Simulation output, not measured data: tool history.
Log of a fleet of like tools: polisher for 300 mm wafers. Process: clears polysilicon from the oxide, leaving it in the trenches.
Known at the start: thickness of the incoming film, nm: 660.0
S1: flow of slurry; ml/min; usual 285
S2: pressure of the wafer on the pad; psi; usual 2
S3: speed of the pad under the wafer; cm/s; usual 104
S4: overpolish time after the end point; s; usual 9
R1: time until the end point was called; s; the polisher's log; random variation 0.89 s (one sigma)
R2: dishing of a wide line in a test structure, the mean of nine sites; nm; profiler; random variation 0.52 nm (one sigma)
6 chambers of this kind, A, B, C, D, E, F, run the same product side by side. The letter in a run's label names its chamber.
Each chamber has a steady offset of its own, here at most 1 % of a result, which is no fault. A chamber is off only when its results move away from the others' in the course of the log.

{"run": "1C", "hour": 3.6, "S1": 285, "S2": 2, "S3": 104, "S4": 9, "R1": 57.801, "R2": 38.286}
{"run": "2E", "hour": 6.5, "S1": 285, "S2": 2, "S3": 104, "S4": 9, "R1": 57.133, "R2": 38.666}
{"hour": 7.5, "done": "chamber B: slurry nozzle cleaned"}
{"hour": 7.6, "done": "chamber F: worn pad replaced by a new one"}
{"hour": 8.1, "done": "chamber C: worn pad replaced by a new one"}
{"run": "3B", "hour": 9.3, "S1": 285, "S2": 2, "S3": 104, "S4": 9, "R1": 58.978, "R2": 38.502}
{"hour": 9.4, "done": "chamber A: slurry nozzle cleaned"}
{"run": "4A", "hour": 12.2, "S1": 285, "S2": 2, "S3": 104, "S4": 9, "R1": 56.85, "R2": 37.932}
{"run": "5F", "hour": 14.4, "S1": 285, "S2": 2, "S3": 104, "S4": 9, "R1": 58.446, "R2": 37.948}
{"run": "6D", "hour": 17.1, "S1": 285, "S2": 2, "S3": 104, "S4": 9, "R1": 58.581, "R2": 38.296}
{"run": "7B", "hour": 19.8, "S1": 285, "S2": 2, "S3": 104, "S4": 9, "R1": 58.48, "R2": 37.837}
{"run": "8A", "hour": 23.7, "S1": 285, "S2": 2, "S3": 104, "S4": 9, "R1": 56.72, "R2": 38.341}
{"run": "9E", "hour": 26.9, "S1": 285, "S2": 2, "S3": 104, "S4": 9, "R1": 57.924, "R2": 37.925}
{"run": "10D", "hour": 31.4, "S1": 285, "S2": 2, "S3": 104, "S4": 9, "R1": 58.766, "R2": 37.765}
{"run": "11C", "hour": 35.9, "S1": 285, "S2": 2, "S3": 104, "S4": 9, "R1": 58.652, "R2": 37.318}
{"run": "12F", "hour": 39.3, "S1": 285, "S2": 2, "S3": 104, "S4": 9, "R1": 57.822, "R2": 38.136}
{"run": "13E", "hour": 43.3, "S1": 285, "S2": 2, "S3": 104, "S4": 9, "R1": 56.334, "R2": 38.237}
{"run": "14A", "hour": 46.8, "S1": 285, "S2": 2, "S3": 104, "S4": 9, "R1": 57.896, "R2": 37.498}
{"run": "15B", "hour": 49.6, "S1": 285, "S2": 2, "S3": 104, "S4": 9, "R1": 59.313, "R2": 38.074}
{"run": "16F", "hour": 52.3, "S1": 285, "S2": 1.8, "S3": 74, "S4": 9, "R1": 91.254, "R2": 33.75}
{"run": "17D", "hour": 55.7, "S1": 285, "S2": 1.8, "S3": 74, "S4": 9, "R1": 89.826, "R2": 32.686}
{"run": "18C", "hour": 58.7, "S1": 285, "S2": 1.8, "S3": 74, "S4": 9, "R1": 88.497, "R2": 33.522}
{"hour": 60.6, "done": "chamber F: worn pad replaced by a new one"}
{"run": "19F", "hour": 61.8, "S1": 285, "S2": 1.8, "S3": 74, "S4": 9, "R1": 92.18, "R2": 32.828}
{"run": "20D", "hour": 65.1, "S1": 285, "S2": 1.8, "S3": 74, "S4": 9, "R1": 92.56, "R2": 33.41}
{"run": "21B", "hour": 67.2, "S1": 285, "S2": 1.8, "S3": 74, "S4": 9, "R1": 91.85, "R2": 32.933}
{"run": "22A", "hour": 70.6, "S1": 285, "S2": 2, "S3": 104, "S4": 9, "R1": 58.853, "R2": 37.983}
{"hour": 72.0, "done": "chamber B: worn pad replaced by a new one"}
{"run": "23E", "hour": 74.4, "S1": 285, "S2": 2, "S3": 104, "S4": 9, "R1": 57.416, "R2": 37.59}
{"run": "24C", "hour": 78.9, "S1": 285, "S2": 2, "S3": 104, "S4": 9, "R1": 57.939, "R2": 37.966}
{"hour": 81.5, "done": "chamber C: worn pad replaced by a new one"}
{"run": "25D", "hour": 82.7, "S1": 285, "S2": 2, "S3": 104, "S4": 9, "R1": 59.587, "R2": 38.09}
{"hour": 85.0, "done": "chamber D: slurry nozzle cleaned"}
{"run": "26B", "hour": 86.8, "S1": 285, "S2": 2, "S3": 104, "S4": 9, "R1": 59.293, "R2": 39.051}
{"run": "27C", "hour": 90.8, "S1": 205, "S2": 2, "S3": 80, "S4": 9, "R1": 77.05, "R2": 35.421}
{"hour": 94.4, "done": "chamber D: head pressure recalibrated"}
{"run": "28A", "hour": 95.2, "S1": 205, "S2": 2, "S3": 80, "S4": 9, "R1": 84.603, "R2": 33.26}
{"run": "29E", "hour": 98.5, "S1": 205, "S2": 2, "S3": 80, "S4": 9, "R1": 78.614, "R2": 36.31}
{"run": "30F", "hour": 101.3, "S1": 205, "S2": 2, "S3": 80, "S4": 9, "R1": 78.731, "R2": 35.472}
{"run": "31C", "hour": 105.4, "S1": 205, "S2": 2, "S3": 80, "S4": 9, "R1": 78.292, "R2": 34.895}
{"hour": 105.6, "done": "chamber E: worn pad replaced by a new one"}
{"run": "32E", "hour": 108.0, "S1": 205, "S2": 2, "S3": 80, "S4": 9, "R1": 76.802, "R2": 35.481}
{"run": "33D", "hour": 112.2, "S1": 285, "S2": 2, "S3": 104, "S4": 9, "R1": 59.324, "R2": 38.553}
{"run": "34A", "hour": 114.4, "S1": 285, "S2": 2, "S3": 104, "S4": 9, "R1": 62.844, "R2": 36.716}
{"hour": 115.5, "done": "chamber F: worn pad replaced by a new one"}
{"run": "35B", "hour": 118.3, "S1": 285, "S2": 2, "S3": 104, "S4": 9, "R1": 59.657, "R2": 38.147}
{"run": "36F", "hour": 123.0, "S1": 335, "S2": 1.6, "S3": 104, "S4": 9, "R1": 70.742, "R2": 35.486}
{"run": "37B", "hour": 125.9, "S1": 335, "S2": 1.6, "S3": 104, "S4": 9, "R1": 71.582, "R2": 36.585}
{"run": "38E", "hour": 129.8, "S1": 335, "S2": 1.6, "S3": 104, "S4": 9, "R1": 70.887, "R2": 35.531}
{"run": "39C", "hour": 134.1, "S1": 335, "S2": 1.6, "S3": 104, "S4": 9, "R1": 73.094, "R2": 35.567}
{"run": "40F", "hour": 137.0, "S1": 335, "S2": 1.6, "S3": 104, "S4": 9, "R1": 70.487, "R2": 35.646}
{"run": "41D", "hour": 140.7, "S1": 335, "S2": 1.6, "S3": 104, "S4": 9, "R1": 69.692, "R2": 36.015}

What goes on in this fleet: one chamber off, a drifting gauge, or nothing beyond the chambers' own small offsets? Name the chamber and the cause, if any.

Chamber A drifts away from the others.
Cause: removal rate lost through wear of the pad, % = 10.9.
The log may not tell that from: head's pressure below its setpoint, %.

Here are 4 candidates for chamber A's next run, each the usual settings with a change, their results left as question marks. Which one brings its results back in line with what the others give on the usual settings?
In line means no further than this from the other chambers' mean on the usual settings: R1 3.1 s; R2 1.8 nm
{"run": "42A-1", "hour": 144.1, "S1": 290, "S2": 2.3, "S3": 116, "S4": 11, "R1": "?", "R2": "?"}
{"run": "42A-2", "hour": 144.1, "S1": 285, "S2": 1.9, "S3": 98, "S4": 9, "R1": "?", "R2": "?"}
{"run": "42A-3", "hour": 144.1, "S1": 285, "S2": 2.1, "S3": 110, "S4": 9, "R1": "?", "R2": "?"}
{"run": "42A-4", "hour": 144.1, "S1": 280, "S2": 1.8, "S3": 92, "S4": 9, "R1": "?", "R2": "?"}

The other chambers' mean on the usual settings: R1 57.947 s; R2 38.318 nm
run=42A-1 R1=50.929 R2=39.633
run=42A-2 R1=73.344 R2=34.97
run=42A-3 R1=59.006 R2=37.23
run=42A-4 R1=82.707 R2=33.501
42A-3 brings the chamber back in line.
